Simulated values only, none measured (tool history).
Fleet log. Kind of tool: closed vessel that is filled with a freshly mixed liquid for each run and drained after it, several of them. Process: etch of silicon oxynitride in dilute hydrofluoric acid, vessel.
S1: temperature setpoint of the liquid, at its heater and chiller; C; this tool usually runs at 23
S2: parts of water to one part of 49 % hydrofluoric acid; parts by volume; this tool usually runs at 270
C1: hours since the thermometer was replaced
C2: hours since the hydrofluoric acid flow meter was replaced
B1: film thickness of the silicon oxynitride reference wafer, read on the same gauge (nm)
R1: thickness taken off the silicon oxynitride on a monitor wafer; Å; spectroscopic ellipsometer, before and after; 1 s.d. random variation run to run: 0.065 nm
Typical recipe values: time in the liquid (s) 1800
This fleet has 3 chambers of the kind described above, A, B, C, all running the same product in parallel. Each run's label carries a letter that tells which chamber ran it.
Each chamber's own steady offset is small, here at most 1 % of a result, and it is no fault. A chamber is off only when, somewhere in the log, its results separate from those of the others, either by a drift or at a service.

run 1B hour=4.1 | S1=23 S2=270 time_in_the_liquid_(s)=1800 | C1=1708.5 C2=101.5 | B1=80.011 | R1=136.27
run 2C hour=8.4 | S1=23 S2=270 time_in_the_liquid_(s)=1800 | C1=741.3 C2=1843.7 | B1=80.029 | R1=137.16
run 3A hour=12.5 | S1=23 S2=270 time_in_the_liquid_(s)=1800 | C1=343 C2=1488.6 | B1=80.021 | R1=138.12
run 4B hour=16.6 | S1=23 S2=270 time_in_the_liquid_(s)=1800 | C1=1721 C2=114 | B1=80.033 | R1=137.31
run 5C hour=20.1 | S1=23 S2=270 time_in_the_liquid_(s)=1800 | C1=753 C2=1855.4 | B1=79.99 | R1=136.42
run 6A hour=23.1 | S1=23 S2=270 time_in_the_liquid_(s)=1800 | C1=353.6 C2=1499.2 | B1=79.998 | R1=138.08
run 7C hour=26.8 | S1=23 S2=270 time_in_the_liquid_(s)=1800 | C1=759.7 C2=1862.1 | B1=79.992 | R1=137.99
run 8B hour=29.9 | S1=25.5 S2=155 time_in_the_liquid_(s)=1800 | C1=1734.3 C2=127.3 | B1=80.003 | R1=292
run 9A hour=33.2 | S1=25.5 S2=155 time_in_the_liquid_(s)=1800 | C1=363.7 C2=1509.3 | B1=80.017 | R1=294.78
run 10A hour=36.4 | S1=25.5 S2=155 time_in_the_liquid_(s)=1800 | C1=366.9 C2=1512.5 | B1=80.048 | R1=294.3
run 11C hour=38.4 | S1=23 S2=270 time_in_the_liquid_(s)=1800 | C1=771.3 C2=1873.7 | B1=80.04 | R1=137.42
run 12B hour=41.8 | S1=20.5 S2=270 time_in_the_liquid_(s)=1800 | C1=1746.2 C2=139.2 | B1=80.01 | R1=122.48
run 13B hour=44 | S1=20.5 S2=270 time_in_the_liquid_(s)=1800 | C1=1748.4 C2=141.4 | B1=80.012 | R1=122.52
run 14C hour=46.2 | S1=20.5 S2=270 time_in_the_liquid_(s)=1800 | C1=779.1 C2=1881.5 | B1=80.023 | R1=124.49
run 15A hour=50.3 | S1=23 S2=270 time_in_the_liquid_(s)=1800 | C1=380.8 C2=1526.4 | B1=80.03 | R1=138.57
run 16A hour=52.5 | S1=23 S2=270 time_in_the_liquid_(s)=1800 | C1=383 C2=1528.6 | B1=79.976 | R1=136.8
run 17C hour=55.2 | S1=23 S2=270 time_in_the_liquid_(s)=1800 | C1=788.1 C2=1890.5 | B1=80.012 | R1=140.02
run 18B hour=57.7 | S1=23 S2=270 time_in_the_liquid_(s)=1800 | C1=1762.1 C2=155.1 | B1=79.986 | R1=137.93
run 19A hour=61.8 | S1=23 S2=270 time_in_the_liquid_(s)=1800 | C1=392.3 C2=1537.9 | B1=79.986 | R1=137.81
run 20B hour=64.2 | S1=23 S2=270 time_in_the_liquid_(s)=1800 | C1=1768.6 C2=161.6 | B1=80.027 | R1=136.43
run 21C hour=68.2 | S1=23 S2=270 time_in_the_liquid_(s)=1800 | C1=801.1 C2=1903.5 | B1=79.946 | R1=139.97
run 22C hour=70.7 | S1=23 S2=270 time_in_the_liquid_(s)=1800 | C1=803.6 C2=1906 | B1=79.994 | R1=139.45
run 23B hour=73.6 | S1=23 S2=270 time_in_the_liquid_(s)=1800 | C1=1778 C2=171 | B1=80.005 | R1=136.78
run 24A hour=77 | S1=23 S2=270 time_in_the_liquid_(s)=1800 | C1=407.5 C2=1553.1 | B1=79.967 | R1=137.23
run 25B hour=79.6 | S1=23 S2=270 time_in_the_liquid_(s)=1800 | C1=1784 C2=177 | B1=80.024 | R1=137.09
run 26A hour=83.5 | S1=23 S2=270 time_in_the_liquid_(s)=1800 | C1=414 C2=1559.6 | B1=80.052 | R1=137.69
run 27C hour=86.2 | S1=23 S2=270 time_in_the_liquid_(s)=1800 | C1=819.1 C2=1921.5 | B1=79.998 | R1=142.4
run 28A hour=88.2 | S1=25.5 S2=270 time_in_the_liquid_(s)=1800 | C1=418.7 C2=1564.3 | B1=80.006 | R1=152.7
run 29C hour=90.5 | S1=25.5 S2=270 time_in_the_liquid_(s)=1800 | C1=823.4 C2=1925.8 | B1=79.996 | R1=156.5
run 30B hour=94.9 | S1=25.5 S2=270 time_in_the_liquid_(s)=1800 | C1=1799.3 C2=192.3 | B1=80.049 | R1=151.13
run 31B hour=97.1 | S1=23 S2=270 time_in_the_liquid_(s)=1800 | C1=1801.5 C2=194.5 | B1=80.021 | R1=137.3
run 32A hour=100.9 | S1=23 S2=270 time_in_the_liquid_(s)=1800 | C1=431.4 C2=1577 | B1=80 | R1=137.32
run 33C hour=105.3 | S1=23 S2=270 time_in_the_liquid_(s)=1800 | C1=838.2 C2=1940.6 | B1=79.988 | R1=142.4
run 34B hour=107.2 | S1=23 S2=270 time_in_the_liquid_(s)=1800 | C1=1811.6 C2=204.6 | B1=80 | R1=138.28
run 35A hour=111.5 | S1=23 S2=270 time_in_the_liquid_(s)=1800 | C1=442 C2=1587.6 | B1=80.02 | R1=137.38
run 36C hour=113.8 | S1=23 S2=270 time_in_the_liquid_(s)=1800 | C1=846.7 C2=1949.1 | B1=79.957 | R1=142.17
run 37C hour=115.9 | S1=23 S2=270 time_in_the_liquid_(s)=1800 | C1=848.8 C2=1951.2 | B1=80 | R1=142.46
run 38B hour=118.4 | S1=23 S2=270 time_in_the_liquid_(s)=1800 | C1=1822.8 C2=215.8 | B1=79.968 | R1=137.5
run 39A hour=122.7 | S1=23 S2=270 time_in_the_liquid_(s)=1800 | C1=453.2 C2=1598.8 | B1=79.958 | R1=137.52

One chamber off, gauge drift, or nothing amiss beyond the chambers' own small offsets? If it is a chamber, which one, and what is the likeliest cause?

It is chamber C that slowly wanders off from its peers.
Likeliest cause: liquid hotter than its thermometer reads (K) = 0.929.
With only this log, it may be confused with: hydrofluoric acid flow above the setpoint (%).

Chamber C could run next with any of the 4 candidate recipes listed below; each alters the usual settings, and their results appear as question marks. Which one brings its results back in line with what the other chambers deliver on the usual settings?
In line means no further than this from the other chambers' mean on the usual settings: R1 2.3 Å
run 40C-1 hour=125.9 | S1=23 S2=270 time_in_the_liquid_(s)=1870 | R1=?
run 40C-2 hour=125.9 | S1=22 S2=270 time_in_the_liquid_(s)=1800 | R1=?
run 40C-3 hour=125.9 | S1=21.5 S2=270 time_in_the_liquid_(s)=1800 | R1=?
run 40C-4 hour=125.9 | S1=23 S2=255 time_in_the_liquid_(s)=1800 | R1=?

What the other chambers average on the usual settings: R1 137.58 Å
run=40C-1 R1=148.39
run=40C-2 R1=136.79
run=40C-3 R1=133.78
run=40C-4 R1=152.77
The right change is 40C-2: it brings the chamber back within the allowed miss of the others.
